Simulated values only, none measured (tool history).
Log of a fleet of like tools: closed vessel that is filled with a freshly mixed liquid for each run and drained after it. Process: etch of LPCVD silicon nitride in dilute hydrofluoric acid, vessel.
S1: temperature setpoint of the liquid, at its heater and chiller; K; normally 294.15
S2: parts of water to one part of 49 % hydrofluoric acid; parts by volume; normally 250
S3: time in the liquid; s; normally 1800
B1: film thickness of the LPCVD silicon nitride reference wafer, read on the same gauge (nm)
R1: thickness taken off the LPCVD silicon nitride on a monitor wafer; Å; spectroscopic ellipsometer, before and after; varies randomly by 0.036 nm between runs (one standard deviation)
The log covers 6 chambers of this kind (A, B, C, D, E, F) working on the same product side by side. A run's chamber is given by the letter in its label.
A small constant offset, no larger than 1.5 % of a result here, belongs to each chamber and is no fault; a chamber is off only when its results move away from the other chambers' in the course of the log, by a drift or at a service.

run,day,S1,S2,S3,B1,R1
1F,0.304,294.15,250,1800,59.995,30.45
2A,0.788,294.15,250,1800,60.007,29.925
# day 1.033: chamber D: hydrofluoric acid flow meter replaced
3C,1.125,294.15,250,1800,59.999,30.327
4D,1.55,294.15,250,1800,60.015,30.179
5B,1.85,294.15,250,1800,59.996,30.296
6E,2.317,294.15,250,1800,60.024,30.372
7E,2.746,294.15,250,1800,59.992,30.007
8D,3.246,294.15,250,1800,60.015,29.567
9A,3.588,294.15,140,1160,59.994,34.103
10F,4.038,294.15,140,1160,60.009,34.924
11C,4.292,294.15,140,1160,60.021,33.64
12B,4.546,294.15,140,1160,60.009,34.717
13E,4.854,294.15,140,1160,60.001,34.828
14B,5.129,294.15,140,1160,59.998,34.944
15D,5.479,294.15,250,1800,60.021,29.776
16C,5.854,294.15,250,1800,59.999,30.06
17A,6.229,294.15,250,1800,59.987,29.767
18F,6.533,294.15,250,1800,60,29.883
19D,6.929,290.15,250,1800,60.009,22.677
20E,7.271,290.15,250,1800,59.996,23.926
21F,7.583,290.15,250,1800,60.009,22.557
22C,8.05,290.15,250,1800,60.001,23.27
23B,8.583,290.15,250,1800,59.995,23.568
24A,8.988,290.15,250,1800,59.986,23.465
# day 9.304: chamber A: thermometer replaced
25E,9.412,294.15,200,1080,60.012,24.106
26F,9.804,294.15,200,1080,59.992,22.843
27B,10.038,294.15,200,1080,59.982,22.89
28D,10.579,294.15,200,1080,60.006,22.021
29A,10.838,294.15,200,1080,59.972,22.322
30C,11.242,294.15,200,1080,59.994,22.389
31E,11.696,294.15,185,1800,59.998,42.771
32F,12.104,294.15,185,1800,59.998,40.831
33C,12.483,294.15,185,1800,60.014,39.836
34A,13.025,294.15,185,1800,60.002,41.175
35D,13.442,294.15,185,1800,60.006,40.806
36B,13.692,294.15,185,1800,59.997,41.677
37D,14.033,294.15,250,1800,59.997,30.236
38E,14.467,294.15,250,1800,60,31.905
39C,14.758,294.15,250,1800,59.999,30.504
40B,15.158,294.15,250,1800,59.991,30.204
41A,15.596,294.15,250,1800,59.98,29.79

Has any chamber moved away from the others, gradually or after a service, or does the common gauge drift, or do the chambers differ only by their own small steady offsets? State the chamber and the most likely cause if one applies.

One chamber, E, drifts off from the rest bit by bit.
Most likely cause: hydrofluoric acid flow above the setpoint (%) = 9.56.
It could be hard to tell apart here from: liquid hotter than its thermometer reads (K).

Here are 4 candidates for chamber E's next run, each the usual settings with a change, their results left as question marks. Which one brings its results back in line with what the others give on the usual settings?
To be in line, a result may differ from the other chambers' mean on the usual settings by at most: R1 1.3 Å
42E-1,15.983,294.15,240,1905,,?
42E-2,15.983,291.15,250,1800,,?
42E-3,15.983,294.15,275,1800,,?
42E-4,15.983,294.65,235,1965,,?

On the usual settings, the other chambers give on average: R1 30.031 Å
run,R1
42E-1,36.241
42E-2,27.105
42E-3,30.047
42E-4,39.396
It is 42E-3 that realigns the chamber with its peers.
